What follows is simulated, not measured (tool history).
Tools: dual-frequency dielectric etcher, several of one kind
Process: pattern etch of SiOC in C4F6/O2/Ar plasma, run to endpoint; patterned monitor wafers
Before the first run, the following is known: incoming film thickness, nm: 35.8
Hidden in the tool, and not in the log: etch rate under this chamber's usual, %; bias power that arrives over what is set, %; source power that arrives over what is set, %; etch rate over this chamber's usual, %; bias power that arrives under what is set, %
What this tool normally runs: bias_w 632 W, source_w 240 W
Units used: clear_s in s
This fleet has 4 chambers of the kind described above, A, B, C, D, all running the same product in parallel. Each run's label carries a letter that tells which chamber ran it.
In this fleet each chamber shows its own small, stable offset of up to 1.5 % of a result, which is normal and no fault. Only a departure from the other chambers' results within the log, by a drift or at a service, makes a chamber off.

| run | hour | bias_w | source_w | hours since the last wet clean | hours since the last bias power generator calibration | hours since the last source power generator calibration | clear_s |
|---|---|---|---|---|---|---|---|
| 1D | 8.3 | 632 | 240 | 367.8 | 1514.7 | 916.2 | 13.199 |
| 2C | 17.6 | 632 | 240 | 364.3 | 156.3 | 3229.6 | 13.183 |
| 3B | 29.3 | 632 | 240 | 279.9 | 931.2 | 3200.3 | 13.451 |
| 4A | 45.1 | 632 | 240 | 210.8 | 214 | 2005.6 | 13.28 |
|  | 45.4 | chamber C: wet clean of the chamber |
| 5B | 57.6 | 632 | 240 | 308.2 | 959.5 | 3228.6 | 13.535 |
| 6D | 71.3 | 632 | 240 | 430.8 | 1577.7 | 979.2 | 13.4 |
| 7A | 81.7 | 632 | 240 | 247.4 | 250.6 | 2042.2 | 13.394 |
| 8C | 94 | 632 | 240 | 48.7 | 232.7 | 3306 | 13.436 |
| 9B | 109.8 | 632 | 240 | 360.4 | 1011.7 | 3280.8 | 13.403 |
| 10A | 119.1 | 555 | 300 | 284.8 | 288 | 2079.6 | 12.981 |
|  | 123.3 | chamber D: wet clean of the chamber |
| 11C | 129 | 555 | 300 | 83.7 | 267.7 | 3341 | 12.761 |
| 12D | 138.8 | 555 | 300 | 15.6 | 1645.2 | 1046.7 | 12.984 |
| 13A | 149.2 | 555 | 300 | 314.9 | 318.1 | 2109.7 | 12.826 |
| 14B | 163.2 | 632 | 240 | 413.8 | 1065.1 | 3334.2 | 13.655 |
| 15D | 171.7 | 632 | 240 | 48.5 | 1678.1 | 1079.6 | 13.112 |
| 16C | 184.1 | 766 | 240 | 138.8 | 322.8 | 3396.1 | 12.209 |
| 17C | 197.7 | 766 | 240 | 152.4 | 336.4 | 3409.7 | 12.303 |
| 18A | 209.7 | 766 | 240 | 375.4 | 378.6 | 2170.2 | 12.295 |
| 19B | 225.4 | 766 | 240 | 476 | 1127.3 | 3396.4 | 12.589 |
| 20D | 234.5 | 632 | 240 | 111.3 | 1740.9 | 1142.4 | 13.158 |
| 21C | 244.2 | 632 | 240 | 198.9 | 382.9 | 3456.2 | 13.301 |
|  | 254.5 | chamber B: wet clean of the chamber |
| 22D | 256.3 | 632 | 240 | 133.1 | 1762.7 | 1164.2 | 13.401 |
| 23A | 271.3 | 632 | 200 | 437 | 440.2 | 2231.8 | 14.254 |
| 24B | 278.3 | 632 | 200 | 23.9 | 1180.2 | 3449.3 | 14.376 |
| 25C | 288.5 | 632 | 200 | 243.2 | 427.2 | 3500.5 | 14.252 |
| 26A | 300.4 | 632 | 200 | 466.1 | 469.3 | 2260.9 | 13.916 |
| 27D | 312.5 | 632 | 260 | 189.3 | 1818.9 | 1220.4 | 13.013 |
| 28B | 319.7 | 632 | 260 | 65.3 | 1221.6 | 3490.7 | 13.078 |
| 29D | 330.2 | 632 | 260 | 207 | 1836.6 | 1238.1 | 12.748 |
| 30B | 338 | 632 | 260 | 83.6 | 1239.9 | 3509 | 13.15 |
| 31C | 344.9 | 697 | 270 | 299.6 | 483.6 | 3556.9 | 12.309 |
| 32A | 356.6 | 697 | 270 | 522.3 | 525.5 | 2317.1 | 12.308 |
|  | 357.3 | chamber C: source power generator calibrated |
| 33C | 365.9 | 697 | 270 | 320.6 | 504.6 | 8.6 | 12.097 |
|  | 377.3 | chamber A: wet clean of the chamber |
| 34A | 379 | 697 | 270 | 1.7 | 547.9 | 2339.5 | 12.256 |
| 35D | 388.4 | 632 | 240 | 265.2 | 1894.8 | 1296.3 | 13.57 |
| 36B | 404 | 486 | 210 | 149.6 | 1305.9 | 3575 | 15.585 |

What goes on in this fleet: one chamber off, a drifting gauge, or nothing beyond the chambers' own small offsets? Name the chamber and the cause, if any.

Beyond each chamber's small constant offset nothing stands out, and the gauge stays steady.

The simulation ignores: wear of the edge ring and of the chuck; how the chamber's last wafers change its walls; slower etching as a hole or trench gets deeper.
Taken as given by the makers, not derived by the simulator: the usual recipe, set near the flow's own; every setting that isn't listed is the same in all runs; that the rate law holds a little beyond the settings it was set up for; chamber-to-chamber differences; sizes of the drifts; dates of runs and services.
